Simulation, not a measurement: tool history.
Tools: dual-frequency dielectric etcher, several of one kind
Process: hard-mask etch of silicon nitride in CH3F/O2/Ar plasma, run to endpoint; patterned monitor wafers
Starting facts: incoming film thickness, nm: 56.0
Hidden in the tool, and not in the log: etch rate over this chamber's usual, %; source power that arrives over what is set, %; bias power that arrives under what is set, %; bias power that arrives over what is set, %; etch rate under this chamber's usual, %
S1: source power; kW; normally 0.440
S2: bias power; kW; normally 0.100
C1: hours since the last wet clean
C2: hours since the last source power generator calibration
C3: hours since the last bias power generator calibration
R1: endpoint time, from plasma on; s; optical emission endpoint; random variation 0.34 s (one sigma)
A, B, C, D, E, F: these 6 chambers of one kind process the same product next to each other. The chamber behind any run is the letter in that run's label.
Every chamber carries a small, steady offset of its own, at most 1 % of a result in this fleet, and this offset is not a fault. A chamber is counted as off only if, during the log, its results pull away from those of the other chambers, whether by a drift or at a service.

run	day	S1	S2	C1	C2	C3	R1
1B	0.221	0.440	0.100	41.6	1033.8	2705.0	69.277
2D	0.333	0.440	0.100	377.7	1142.5	3518.1	70.320
3E	0.546	0.440	0.100	148.0	2327.1	1291.2	69.219
4F	0.750	0.440	0.100	272.2	632.2	39.8	69.393
5C	0.912	0.440	0.100	483.1	1487.7	2573.7	68.779
6A	1.071	0.440	0.077	367.2	1465.9	914.8	76.649
7C	1.225	0.440	0.077	490.6	1495.2	2581.2	76.473
8F	1.483	0.440	0.077	289.8	649.8	57.4	76.037
9E	1.712	0.440	0.077	176.0	2355.1	1319.2	75.998
10B	1.867	0.440	0.077	81.1	1073.3	2744.5	75.053
# day 2.008: chamber D: wet clean of the chamber
11D	2.096	0.440	0.077	2.2	1184.8	3560.4	76.739
12A	2.221	0.440	0.100	394.8	1493.5	942.4	69.319
13F	2.392	0.440	0.100	311.6	671.6	79.2	69.083
14A	2.571	0.440	0.100	403.2	1501.9	950.8	69.883
15D	2.725	0.440	0.100	17.3	1199.9	3575.5	69.640
16C	2.842	0.440	0.100	529.4	1534.0	2620.0	68.902
# day 2.854: chamber A: wet clean of the chamber
17B	3.042	0.440	0.100	109.3	1101.5	2772.7	69.217
18E	3.279	0.440	0.100	213.6	2392.7	1356.8	69.121
19C	3.500	0.440	0.100	545.2	1549.8	2635.8	69.511
# day 3.579: chamber C: wet clean of the chamber
20F	3.658	0.440	0.100	342.0	702.0	109.6	70.115
21E	3.862	0.440	0.100	227.6	2406.7	1370.8	69.473
22A	4.017	0.400	0.100	27.9	1536.6	985.5	72.240
23D	4.233	0.400	0.100	53.5	1236.1	3611.7	72.974
24B	4.408	0.400	0.100	142.1	1134.3	2805.5	71.820
25E	4.529	0.400	0.100	243.6	2422.7	1386.8	71.955
26F	4.688	0.400	0.100	366.7	726.7	134.3	73.891
27A	4.900	0.400	0.100	49.1	1557.8	1006.7	72.137
28D	5.158	0.440	0.100	75.7	1258.3	3633.9	69.755
29B	5.362	0.440	0.100	165.0	1157.2	2828.4	68.884
30C	5.562	0.440	0.100	47.7	1599.3	2685.3	69.948
31C	5.821	0.440	0.100	53.9	1605.5	2691.5	69.241
32B	5.979	0.440	0.100	179.8	1172.0	2843.2	69.312
33D	6.150	0.440	0.100	99.5	1282.1	3657.7	70.039
34F	6.275	0.440	0.100	404.8	764.8	172.4	72.520
# day 6.346: chamber D: bias power generator calibrated
35E	6.471	0.440	0.100	290.2	2469.3	1433.4	69.227
36A	6.629	0.440	0.100	90.6	1599.3	1048.2	68.901
37D	6.767	0.390	0.100	114.3	1296.9	10.1	72.865
38A	7.000	0.390	0.100	99.5	1608.2	1057.1	73.256

Which is it: a chamber that has drifted or been left off by a service, a gauge drift common to all chambers, or only each chamber's usual small offset? If a chamber is off, name it and its likeliest cause.

Little by little, chamber F moves away from the other chambers.
Cause: etch rate under this chamber's usual, % = 5.41.

Which of the 4 candidates below, each the usual settings with something changed and its results left as question marks, puts chamber F back in line with what the other chambers give on the usual settings?
In line means no further than this from the other chambers' mean on the usual settings: R1 1.200 s
39F-1	7.183	0.440	0.095				?
39F-2	7.183	0.460	0.100				?
39F-3	7.183	0.410	0.093				?
39F-4	7.183	0.500	0.100				?

Mean of the other chambers on the usual settings: R1 69.464 s
run	R1
39F-1	74.416
39F-2	71.851
39F-3	76.996
39F-4	69.644
39F-4 brings the chamber back in line.

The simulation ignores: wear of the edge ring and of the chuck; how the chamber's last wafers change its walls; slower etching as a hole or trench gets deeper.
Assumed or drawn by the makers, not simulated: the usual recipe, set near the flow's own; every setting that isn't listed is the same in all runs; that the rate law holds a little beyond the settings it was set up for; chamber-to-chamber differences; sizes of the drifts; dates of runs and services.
